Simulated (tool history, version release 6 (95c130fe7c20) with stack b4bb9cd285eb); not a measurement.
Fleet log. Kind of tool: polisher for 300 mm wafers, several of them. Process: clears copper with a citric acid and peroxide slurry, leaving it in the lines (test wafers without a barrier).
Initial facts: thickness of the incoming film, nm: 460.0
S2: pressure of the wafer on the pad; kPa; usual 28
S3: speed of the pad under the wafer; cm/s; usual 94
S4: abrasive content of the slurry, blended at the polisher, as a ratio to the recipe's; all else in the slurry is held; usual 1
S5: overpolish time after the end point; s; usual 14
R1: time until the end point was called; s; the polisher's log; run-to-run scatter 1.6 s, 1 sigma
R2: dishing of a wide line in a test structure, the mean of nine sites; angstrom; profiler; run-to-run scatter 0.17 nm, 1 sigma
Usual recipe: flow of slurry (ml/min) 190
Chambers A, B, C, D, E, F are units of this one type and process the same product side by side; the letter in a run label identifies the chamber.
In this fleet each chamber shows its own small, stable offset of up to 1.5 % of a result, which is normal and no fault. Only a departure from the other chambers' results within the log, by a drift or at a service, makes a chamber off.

{"day": 0.204, "done": "chamber C: slurry blender recalibrated"}
{"run": "1C", "day": 0.358, "flow of slurry (ml/min)": 190, "S2": 28, "S3": 94, "S4": 1, "S5": 14, "R1": 169.67, "R2": 106.59}
{"day": 0.438, "done": "chamber F: worn pad replaced by a new one"}
{"day": 0.542, "done": "chamber C: worn pad replaced by a new one"}
{"run": "2A", "day": 0.617, "flow of slurry (ml/min)": 190, "S2": 28, "S3": 94, "S4": 1, "S5": 14, "R1": 172.28, "R2": 104.74}
{"day": 0.792, "done": "chamber E: slurry blender recalibrated"}
{"day": 0.983, "done": "chamber D: worn pad replaced by a new one"}
{"run": "3F", "day": 1.108, "flow of slurry (ml/min)": 190, "S2": 28, "S3": 94, "S4": 1, "S5": 14, "R1": 172.14, "R2": 105.86}
{"run": "4D", "day": 1.612, "flow of slurry (ml/min)": 190, "S2": 28, "S3": 94, "S4": 1, "S5": 14, "R1": 168.88, "R2": 106.08}
{"run": "5E", "day": 2.067, "flow of slurry (ml/min)": 190, "S2": 28, "S3": 94, "S4": 1, "S5": 14, "R1": 173.32, "R2": 108.13}
{"day": 2.15, "done": "chamber C: slurry nozzle cleaned"}
{"day": 2.442, "done": "chamber D: head pressure recalibrated"}
{"run": "6B", "day": 2.533, "flow of slurry (ml/min)": 190, "S2": 28, "S3": 94, "S4": 1, "S5": 14, "R1": 171.21, "R2": 106.89}
{"day": 2.671, "done": "chamber F: slurry nozzle cleaned"}
{"day": 2.758, "done": "chamber A: worn pad replaced by a new one"}
{"run": "7D", "day": 2.846, "flow of slurry (ml/min)": 190, "S2": 28, "S3": 94, "S4": 1, "S5": 14, "R1": 170.76, "R2": 106.3}
{"day": 3.075, "done": "chamber B: worn pad replaced by a new one"}
{"day": 3.096, "done": "chamber F: head pressure recalibrated"}
{"day": 3.279, "done": "chamber B: slurry nozzle cleaned"}
{"day": 3.312, "done": "chamber E: head pressure recalibrated"}
{"run": "8E", "day": 3.317, "flow of slurry (ml/min)": 190, "S2": 28, "S3": 94, "S4": 1, "S5": 14, "R1": 173.56, "R2": 103.59}
{"day": 3.508, "done": "chamber E: worn pad replaced by a new one"}
{"run": "9B", "day": 3.533, "flow of slurry (ml/min)": 190, "S2": 28, "S3": 94, "S4": 1, "S5": 14, "R1": 170.85, "R2": 101.57}
{"run": "10F", "day": 4.012, "flow of slurry (ml/min)": 190, "S2": 28, "S3": 94, "S4": 1, "S5": 14, "R1": 174.38, "R2": 107.29}
{"day": 4.267, "done": "chamber D: slurry blender recalibrated"}
{"run": "11C", "day": 4.367, "flow of slurry (ml/min)": 190, "S2": 28, "S3": 94, "S4": 1, "S5": 14, "R1": 168.89, "R2": 104.39}
{"run": "12A", "day": 4.742, "flow of slurry (ml/min)": 190, "S2": 28, "S3": 94, "S4": 1, "S5": 14, "R1": 169.25, "R2": 106.34}
{"day": 4.929, "done": "chamber D: worn pad replaced by a new one"}
{"run": "13E", "day": 5.171, "flow of slurry (ml/min)": 190, "S2": 28, "S3": 94, "S4": 1, "S5": 14, "R1": 171.02, "R2": 106.01}
{"run": "14B", "day": 5.621, "flow of slurry (ml/min)": 190, "S2": 28, "S3": 94, "S4": 1, "S5": 14, "R1": 167.06, "R2": 107.47}
{"day": 5.767, "done": "chamber E: slurry nozzle cleaned"}
{"run": "15F", "day": 5.95, "flow of slurry (ml/min)": 190, "S2": 28, "S3": 94, "S4": 1, "S5": 14, "R1": 171.9, "R2": 104.8}
{"run": "16C", "day": 6.204, "flow of slurry (ml/min)": 190, "S2": 28, "S3": 94, "S4": 1, "S5": 14, "R1": 170.88, "R2": 108.2}
{"day": 6.279, "done": "chamber C: worn pad replaced by a new one"}
{"run": "17D", "day": 6.679, "flow of slurry (ml/min)": 190, "S2": 28, "S3": 94, "S4": 1, "S5": 14, "R1": 168.21, "R2": 105.18}
{"run": "18A", "day": 6.933, "flow of slurry (ml/min)": 190, "S2": 28, "S3": 94, "S4": 1, "S5": 14, "R1": 168.93, "R2": 106.78}
{"day": 7.096, "done": "chamber F: slurry blender recalibrated"}
{"run": "19B", "day": 7.338, "flow of slurry (ml/min)": 190, "S2": 28, "S3": 94, "S4": 1, "S5": 14, "R1": 171.0, "R2": 104.67}
{"day": 7.354, "done": "chamber B: slurry blender recalibrated"}
{"day": 7.562, "done": "chamber B: worn pad replaced by a new one"}
{"day": 7.796, "done": "chamber F: worn pad replaced by a new one"}
{"run": "20F", "day": 7.812, "flow of slurry (ml/min)": 190, "S2": 28, "S3": 94, "S4": 1, "S5": 14, "R1": 171.88, "R2": 105.57}
{"day": 8.179, "done": "chamber D: worn pad replaced by a new one"}
{"run": "21E", "day": 8.283, "flow of slurry (ml/min)": 190, "S2": 28, "S3": 94, "S4": 1, "S5": 14, "R1": 170.72, "R2": 109.33}
{"run": "22A", "day": 8.592, "flow of slurry (ml/min)": 190, "S2": 28, "S3": 94, "S4": 1, "S5": 14, "R1": 171.67, "R2": 105.46}
{"day": 8.6, "done": "chamber A: worn pad replaced by a new one"}
{"run": "23C", "day": 8.858, "flow of slurry (ml/min)": 190, "S2": 28, "S3": 94, "S4": 1, "S5": 14, "R1": 168.51, "R2": 105.57}
{"day": 8.975, "done": "chamber B: head pressure recalibrated"}
{"run": "24D", "day": 9.267, "flow of slurry (ml/min)": 190, "S2": 28, "S3": 94, "S4": 1, "S5": 14, "R1": 169.87, "R2": 106.14}
{"day": 9.504, "done": "chamber E: worn pad replaced by a new one"}
{"run": "25E", "day": 9.696, "flow of slurry (ml/min)": 190, "S2": 28, "S3": 94, "S4": 1, "S5": 14, "R1": 169.2, "R2": 106.32}
{"run": "26C", "day": 10.021, "flow of slurry (ml/min)": 235, "S2": 28, "S3": 94, "S4": 1, "S5": 10, "R1": 162.6, "R2": 98.047}
{"day": 10.146, "done": "chamber E: slurry blender recalibrated"}
{"run": "27B", "day": 10.462, "flow of slurry (ml/min)": 235, "S2": 28, "S3": 94, "S4": 1, "S5": 10, "R1": 166.42, "R2": 97.588}
{"day": 10.904, "done": "chamber C: worn pad replaced by a new one"}
{"run": "28A", "day": 10.908, "flow of slurry (ml/min)": 235, "S2": 28, "S3": 94, "S4": 1, "S5": 10, "R1": 167.93, "R2": 97.069}
{"run": "29D", "day": 11.342, "flow of slurry (ml/min)": 235, "S2": 28, "S3": 94, "S4": 1, "S5": 10, "R1": 164.71, "R2": 97.807}
{"run": "30F", "day": 11.567, "flow of slurry (ml/min)": 235, "S2": 28, "S3": 94, "S4": 1, "S5": 10, "R1": 165.97, "R2": 98.293}
{"run": "31E", "day": 11.904, "flow of slurry (ml/min)": 235, "S2": 28, "S3": 94, "S4": 1, "S5": 10, "R1": 165.59, "R2": 97.797}
{"day": 12.017, "done": "chamber D: worn pad replaced by a new one"}
{"run": "32A", "day": 12.129, "flow of slurry (ml/min)": 190, "S2": 28, "S3": 94, "S4": 1, "S5": 14, "R1": 171.3, "R2": 104.93}
{"day": 12.308, "done": "chamber B: worn pad replaced by a new one"}
{"run": "33F", "day": 12.462, "flow of slurry (ml/min)": 190, "S2": 28, "S3": 94, "S4": 1, "S5": 14, "R1": 177.35, "R2": 107.06}
{"day": 12.471, "done": "chamber C: slurry blender recalibrated"}
{"day": 12.742, "done": "chamber C: slurry nozzle cleaned"}
{"run": "34D", "day": 12.742, "flow of slurry (ml/min)": 190, "S2": 28, "S3": 94, "S4": 1, "S5": 14, "R1": 170.6, "R2": 106.92}
{"run": "35C", "day": 12.975, "flow of slurry (ml/min)": 190, "S2": 28, "S3": 94, "S4": 1, "S5": 14, "R1": 172.35, "R2": 106.78}
{"run": "36B", "day": 13.25, "flow of slurry (ml/min)": 190, "S2": 28, "S3": 94, "S4": 1, "S5": 14, "R1": 172.3, "R2": 106.72}
{"run": "37B", "day": 13.633, "flow of slurry (ml/min)": 190, "S2": 28, "S3": 94, "S4": 1, "S5": 14, "R1": 168.82, "R2": 107.66}
{"run": "38D", "day": 14.042, "flow of slurry (ml/min)": 190, "S2": 28, "S3": 94, "S4": 1, "S5": 14, "R1": 167.06, "R2": 107.07}
{"run": "39E", "day": 14.304, "flow of slurry (ml/min)": 190, "S2": 28, "S3": 94, "S4": 1, "S5": 14, "R1": 171.14, "R2": 103.25}

Predict what each chamber gives when all 6 of them run the settings below next.
{"run": "40A", "day": 14.662, "flow of slurry (ml/min)": 190, "S2": 28, "S3": 94, "S4": 1, "S5": 14, "R1": "?", "R2": "?"}
{"run": "40B", "day": 14.662, "flow of slurry (ml/min)": 190, "S2": 28, "S3": 94, "S4": 1, "S5": 14, "R1": "?", "R2": "?"}
{"run": "40C", "day": 14.662, "flow of slurry (ml/min)": 190, "S2": 28, "S3": 94, "S4": 1, "S5": 14, "R1": "?", "R2": "?"}
{"run": "40D", "day": 14.662, "flow of slurry (ml/min)": 190, "S2": 28, "S3": 94, "S4": 1, "S5": 14, "R1": "?", "R2": "?"}
{"run": "40E", "day": 14.662, "flow of slurry (ml/min)": 190, "S2": 28, "S3": 94, "S4": 1, "S5": 14, "R1": "?", "R2": "?"}
{"run": "40F", "day": 14.662, "flow of slurry (ml/min)": 190, "S2": 28, "S3": 94, "S4": 1, "S5": 14, "R1": "?", "R2": "?"}

run=40A R1=173.56 R2=104.770
run=40B R1=170.39 R2=106.140
run=40C R1=171.26 R2=108.330
run=40D R1=168.78 R2=106.360
run=40E R1=171.37 R2=105.200
run=40F R1=170.49 R2=104.560
